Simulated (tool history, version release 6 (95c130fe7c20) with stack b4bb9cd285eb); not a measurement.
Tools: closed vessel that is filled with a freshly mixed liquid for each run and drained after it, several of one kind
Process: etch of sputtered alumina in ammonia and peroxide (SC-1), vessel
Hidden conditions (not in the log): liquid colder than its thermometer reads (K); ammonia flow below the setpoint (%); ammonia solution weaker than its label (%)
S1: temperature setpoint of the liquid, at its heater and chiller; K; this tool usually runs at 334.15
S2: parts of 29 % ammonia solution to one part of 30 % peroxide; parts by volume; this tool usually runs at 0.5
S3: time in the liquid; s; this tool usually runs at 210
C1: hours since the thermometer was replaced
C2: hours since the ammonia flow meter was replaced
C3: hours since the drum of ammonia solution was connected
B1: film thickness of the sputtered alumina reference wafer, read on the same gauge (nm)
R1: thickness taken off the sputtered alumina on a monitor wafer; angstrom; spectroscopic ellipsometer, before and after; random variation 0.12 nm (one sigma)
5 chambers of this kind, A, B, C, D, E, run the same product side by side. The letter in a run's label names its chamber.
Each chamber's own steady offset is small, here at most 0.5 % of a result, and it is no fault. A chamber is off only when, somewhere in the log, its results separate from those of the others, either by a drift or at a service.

Run 1B, hour 6.3: usual settings; C1 428.1; C2 82.3; C3 823; B1 60.017. Result: R1 164.07 angstrom.
Run 2E, hour 9.7: usual settings; C1 940.4; C2 1325.6; C3 11.4; B1 60.011. Result: R1 163.94 angstrom.
Run 3D, hour 15.5: usual settings; C1 1649.6; C2 524.1; C3 434; B1 59.989. Result: R1 163.41 angstrom.
Run 4C, hour 18.9: usual settings; C1 26.6; C2 651; C3 344.9; B1 59.993. Result: R1 165.92 angstrom.
Run 5A, hour 23.9: usual settings but S3 130 s; C1 1956; C2 725.2; C3 531.8; B1 60.001. Result: R1 102.67 angstrom.
Run 6E, hour 30.4: usual settings but S3 130 s; C1 961.1; C2 1346.3; C3 32.1; B1 60.015. Result: R1 102.21 angstrom.
Run 7B, hour 36.9: usual settings but S3 130 s; C1 458.7; C2 112.9; C3 853.6; B1 59.993. Result: R1 101.44 angstrom.
Run 8D, hour 40.6: usual settings but S3 130 s; C1 1674.7; C2 549.2; C3 459.1; B1 59.99. Result: R1 103.36 angstrom.
Run 9A, hour 44.6: usual settings but S3 130 s; C1 1976.7; C2 745.9; C3 552.5; B1 60.003. Result: R1 103.05 angstrom.
Run 10C, hour 49.8: usual settings; C1 57.5; C2 681.9; C3 375.8; B1 60.001. Result: R1 166.87 angstrom.
Run 11C, hour 53.7: usual settings; C1 61.4; C2 685.8; C3 379.7; B1 60.002. Result: R1 167.67 angstrom.
Run 12A, hour 59.5: usual settings; C1 1991.6; C2 760.8; C3 567.4; B1 59.99. Result: R1 165.76 angstrom.
Run 13B, hour 64: usual settings; C1 485.8; C2 140; C3 880.7; B1 60.02. Result: R1 163.13 angstrom.
Run 14E, hour 69.3: usual settings; C1 1000; C2 1385.2; C3 71; B1 60.007. Result: R1 165.6 angstrom.
Run 15D, hour 74.8: usual settings; C1 1708.9; C2 583.4; C3 493.3; B1 60.007. Result: R1 163.97 angstrom.
Run 16B, hour 79.7: usual settings; C1 501.5; C2 155.7; C3 896.4; B1 60.004. Result: R1 166.18 angstrom.
Run 17C, hour 86.4: usual settings; C1 94.1; C2 718.5; C3 412.4; B1 59.999. Result: R1 165.55 angstrom.
Run 18A, hour 92.5: usual settings; C1 2024.6; C2 793.8; C3 600.4; B1 59.997. Result: R1 161.82 angstrom.
Run 19E, hour 97.8: usual settings; C1 1028.5; C2 1413.7; C3 99.5; B1 59.996. Result: R1 166.17 angstrom.
Run 20D, hour 101.8: usual settings; C1 1735.9; C2 610.4; C3 520.3; B1 59.987. Result: R1 158.93 angstrom.
At hour 103.5: chamber A: thermometer replaced.
Run 21A, hour 106.1: usual settings; C1 2.7; C2 807.4; C3 614; B1 60. Result: R1 165.64 angstrom.
At hour 107.2: chamber C: new drum of ammonia solution connected.
Run 22D, hour 110.6: usual settings; C1 1744.7; C2 619.2; C3 529.1; B1 59.998. Result: R1 159.14 angstrom.
Run 23B, hour 115.2: usual settings; C1 537; C2 191.2; C3 931.9; B1 60.009. Result: R1 163.98 angstrom.
Run 24C, hour 120.9: usual settings; C1 128.6; C2 753; C3 13.7; B1 60.015. Result: R1 164.14 angstrom.
Run 25E, hour 124.2: usual settings; C1 1054.9; C2 1440.1; C3 125.9; B1 59.997. Result: R1 165.37 angstrom.
Run 26D, hour 130.4: usual settings; C1 1764.5; C2 639; C3 548.9; B1 60.002. Result: R1 152.87 angstrom.
At hour 130.5: chamber D: ammonia flow meter replaced.
Run 27E, hour 134.1: usual settings but S2 0.6 parts by volume, S3 260 s; C1 1064.8; C2 1450; C3 135.8; B1 59.994. Result: R1 209.57 angstrom.
Run 28C, hour 140.2: usual settings but S2 0.6 parts by volume, S3 260 s; C1 147.9; C2 772.3; C3 33; B1 60.017. Result: R1 210.42 angstrom.
At hour 143.7: chamber E: thermometer replaced.
Run 29B, hour 146.8: usual settings but S2 0.6 parts by volume, S3 260 s; C1 568.6; C2 222.8; C3 963.5; B1 59.99. Result: R1 207.28 angstrom.
Run 30A, hour 150.2: usual settings but S2 0.6 parts by volume, S3 260 s; C1 46.8; C2 851.5; C3 658.1; B1 60.003. Result: R1 207.46 angstrom.
Run 31A, hour 156.7: usual settings but S2 0.6 parts by volume, S3 260 s; C1 53.3; C2 858; C3 664.6; B1 59.988. Result: R1 205.8 angstrom.
Run 32B, hour 160.4: usual settings; C1 582.2; C2 236.4; C3 977.1; B1 59.989. Result: R1 163.05 angstrom.
Run 33D, hour 165.1: usual settings; C1 1799.2; C2 34.7; C3 583.6; B1 59.998. Result: R1 149.27 angstrom.
Run 34C, hour 170.8: usual settings; C1 178.5; C2 802.9; C3 63.6; B1 59.998. Result: R1 163.66 angstrom.
Run 35E, hour 173.9: usual settings; C1 30.3; C2 1489.8; C3 175.6; B1 60.021. Result: R1 163.32 angstrom.

Next, every chamber runs the same settings. What will each give?
Run 36A, hour 178.7: usual settings. Result: R1 ?.
Run 36B, hour 178.7: usual settings. Result: R1 ?.
Run 36C, hour 178.7: usual settings. Result: R1 ?.
Run 36D, hour 178.7: usual settings. Result: R1 ?.
Run 36E, hour 178.7: usual settings. Result: R1 ?.

run      R1
36A  166.96
36B  164.76
36C   164.6
36D  150.41
36E  166.02
